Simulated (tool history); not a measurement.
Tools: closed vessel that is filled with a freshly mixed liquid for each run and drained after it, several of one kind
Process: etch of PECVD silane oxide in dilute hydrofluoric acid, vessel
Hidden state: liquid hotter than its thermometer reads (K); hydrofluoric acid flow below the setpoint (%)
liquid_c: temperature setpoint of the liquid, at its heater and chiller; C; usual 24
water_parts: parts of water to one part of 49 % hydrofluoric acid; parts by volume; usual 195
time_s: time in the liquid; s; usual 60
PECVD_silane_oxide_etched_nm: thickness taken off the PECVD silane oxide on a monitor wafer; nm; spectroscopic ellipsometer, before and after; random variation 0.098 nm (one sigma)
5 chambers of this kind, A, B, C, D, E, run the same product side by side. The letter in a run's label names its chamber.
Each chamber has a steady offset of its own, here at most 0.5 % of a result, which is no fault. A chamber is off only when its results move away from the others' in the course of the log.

run,hour,liquid_c,water_parts,time_s,hours since the thermometer was replaced,hours since the hydrofluoric acid flow meter was replaced,"read-back film thickness of the PECVD silane oxide reference wafer, read on the same gauge (nm)",PECVD_silane_oxide_etched_nm
1C,3.6,24,195,60,2255.0,942.3,109.99,11.625
2E,8.1,24,195,60,204.7,1055.8,110.01,11.676
3B,13.2,24,195,60,1523.8,932.1,110.03,11.459
4D,20.5,24,195,60,2652.0,282.8,109.98,11.582
5A,23.9,24,195,60,453.9,1124.5,110.02,11.559
6D,29.9,24,195,60,2661.4,292.2,110.02,11.445
7B,35.6,24,195,60,1546.2,954.5,109.98,11.486
8C,42.1,24,195,60,2293.5,980.8,109.98,11.768
9A,47.7,24,195,60,477.7,1148.3,110.00,11.678
10E,51.7,24,195,60,248.3,1099.4,109.98,11.546
11D,56.5,24,195,60,2688.0,318.8,109.97,11.599
12B,60.4,24,195,60,1571.0,979.3,109.99,11.380
13E,64.5,21,195,70,261.1,1112.2,109.99,12.232
14C,70.7,21,195,70,2322.1,1009.4,110.01,12.133
15A,75.9,21,195,70,505.9,1176.5,110.02,12.034
16E,79.8,21,195,70,276.4,1127.5,109.98,12.195
17B,84.9,21,195,70,1595.5,1003.8,109.99,12.139
18D,90.5,24,195,60,2722.0,352.8,110.01,11.553
19A,96.7,24,195,60,526.7,1197.3,110.04,11.132
20C,102.3,24,195,60,2353.7,1041.0,110.04,11.667
21A,108.4,21,195,60,538.4,1209.0,109.97,10.003
22D,115.2,21,195,60,2746.7,377.5,110.00,10.278
23B,121.8,21,195,60,1632.4,1040.7,110.01,10.271
24C,125.7,21,195,60,2377.1,1064.4,110.03,10.335
25E,130.1,21,195,60,326.7,1177.8,110.02,10.320
26B,134.9,24,195,60,1645.5,1053.8,110.01,11.558
27A,140.7,24,195,60,570.7,1241.3,110.01,11.163
28E,144.3,24,195,60,340.9,1192.0,109.96,11.691
29C,150.1,24,195,60,2401.5,1088.8,109.99,11.504
30D,157.6,24,195,80,2789.1,419.9,109.99,15.438
31C,161.1,24,195,80,2412.5,1099.8,110.01,15.252
32E,165.2,24,195,80,361.8,1212.9,109.98,15.514
33B,170.5,24,195,80,1681.1,1089.4,110.00,15.399
34D,174.4,24,195,80,2805.9,436.7,109.99,15.497
35A,178.2,24,195,60,608.2,1278.8,109.99,10.829
36C,181.8,28,195,60,2433.2,1120.5,109.96,13.461
37E,189.3,28,195,60,385.9,1237.0,110.01,13.297
38A,194.9,28,195,60,624.9,1295.5,109.99,12.287
39D,202.2,28,195,60,2833.7,464.5,109.96,13.278
40B,206.4,28,195,60,1717.0,1125.3,109.99,13.216
41B,213.9,24,195,60,1724.5,1132.8,110.03,11.464
42D,219.5,24,195,60,2851.0,481.8,110.02,11.459
43A,223.3,24,195,60,653.3,1323.9,110.03,10.292
44C,227.6,24,195,60,2479.0,1166.3,110.00,11.566

All 5 chambers run these settings next. Forecast each chamber's results:
45A,233.1,24,195,60,,,,?
45B,233.1,24,195,60,,,,?
45C,233.1,24,195,60,,,,?
45D,233.1,24,195,60,,,,?
45E,233.1,24,195,60,,,,?

run,PECVD_silane_oxide_etched_nm
45A,10.450
45B,11.739
45C,11.633
45D,11.688
45E,11.458

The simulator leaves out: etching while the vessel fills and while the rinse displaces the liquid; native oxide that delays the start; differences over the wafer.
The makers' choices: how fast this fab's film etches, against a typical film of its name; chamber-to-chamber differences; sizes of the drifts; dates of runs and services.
